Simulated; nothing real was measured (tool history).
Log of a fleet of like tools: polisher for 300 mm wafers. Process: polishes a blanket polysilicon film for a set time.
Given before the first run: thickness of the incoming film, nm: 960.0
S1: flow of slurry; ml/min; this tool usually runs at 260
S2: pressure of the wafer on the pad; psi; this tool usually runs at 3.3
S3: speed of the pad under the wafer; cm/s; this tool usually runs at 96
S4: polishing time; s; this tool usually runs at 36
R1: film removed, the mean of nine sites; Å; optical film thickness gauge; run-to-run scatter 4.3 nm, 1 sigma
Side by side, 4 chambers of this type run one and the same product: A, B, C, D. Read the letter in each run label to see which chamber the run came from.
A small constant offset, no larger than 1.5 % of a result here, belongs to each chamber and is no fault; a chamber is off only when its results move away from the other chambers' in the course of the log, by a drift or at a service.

run   hour   S1   S2  S3  S4      R1
       2.5  -- chamber D: slurry nozzle cleaned
 1D    9.7  260  3.3  96  36  3382.2
      13.0  -- chamber C: worn pad replaced by a new one
 2B   15.7  260  3.3  96  36  3443.6
      21.2  -- chamber B: worn pad replaced by a new one
 3C   26.7  260  3.3  96  36  3426.3
 4A   35.9  260  3.3  96  36  3481.6
      36.7  -- chamber A: worn pad replaced by a new one
      46.1  -- chamber D: worn pad replaced by a new one
 5C   46.2  260  2.2  96  32  2050.0
 6B   55.8  260  2.2  96  32  1991.1
 7D   64.2  260  2.2  96  32  2051.4
 8A   69.6  260  2.2  96  32  2043.5
      70.0  -- chamber B: worn pad replaced by a new one
 9D   75.5  260  3.3  96  36  3495.8
10C   83.4  260  3.3  96  36  3368.1
11A   90.1  260  3.3  96  36  3432.9
      98.6  -- chamber D: worn pad replaced by a new one
12B   99.0  260  3.3  96  36  3382.6
     100.5  -- chamber C: worn pad replaced by a new one
13A  107.0  260  3.3  96  36  3461.7
14B  115.3  260  3.3  96  36  3429.5
     118.7  -- chamber A: worn pad replaced by a new one
15D  124.3  260  3.3  96  36  3448.6
     125.2  -- chamber D: head pressure recalibrated
     125.3  -- chamber B: worn pad replaced by a new one
16C  130.4  260  3.3  96  36  3433.7
17B  137.2  260  3.3  96  36  3448.8
18A  145.7  260  3.3  96  36  3479.7
     147.8  -- chamber D: worn pad replaced by a new one
19C  154.3  260  3.3  96  36  3424.8
20D  160.3  260  3.3  96  36  3487.6
21B  168.7  260  3.3  74  27  1950.8
     173.3  -- chamber B: head pressure recalibrated
22D  178.2  260  3.3  74  27  2038.8
     179.4  -- chamber B: worn pad replaced by a new one
     188.6  -- chamber C: worn pad replaced by a new one
23C  188.7  260  3.3  74  27  1958.2
24A  194.6  260  3.3  74  27  2003.7
     196.5  -- chamber D: worn pad replaced by a new one
     197.1  -- chamber C: slurry nozzle cleaned
     200.1  -- chamber A: worn pad replaced by a new one
25A  202.6  260  3.3  96  36  3421.3
26D  213.4  260  3.3  96  36  3461.5
27B  222.3  260  3.3  96  36  3734.2
28C  233.2  260  3.3  96  36  3389.6
     241.5  -- chamber B: worn pad replaced by a new one
29D  242.9  260  3.3  96  36  3469.8
30A  248.1  260  3.3  96  36  3291.3
     249.8  -- chamber D: worn pad replaced by a new one
31B  255.5  260  3.3  96  36  3709.6
32C  263.1  260  3.3  96  36  3413.6
33A  272.6  260  3.3  96  36  3476.2
34D  280.5  260  3.3  96  36  3488.9

All chambers now run identical settings, listed one chamber a line with results as question marks. What results will each chamber show?
35A  288.4  260  3.3  96  25   ?
35B  288.4  260  3.3  96  25   ?
35C  288.4  260  3.3  96  25   ?
35D  288.4  260  3.3  96  25   ?

run      R1
35A  2365.6
35B  2586.4
35C  2384.2
35D  2401.8
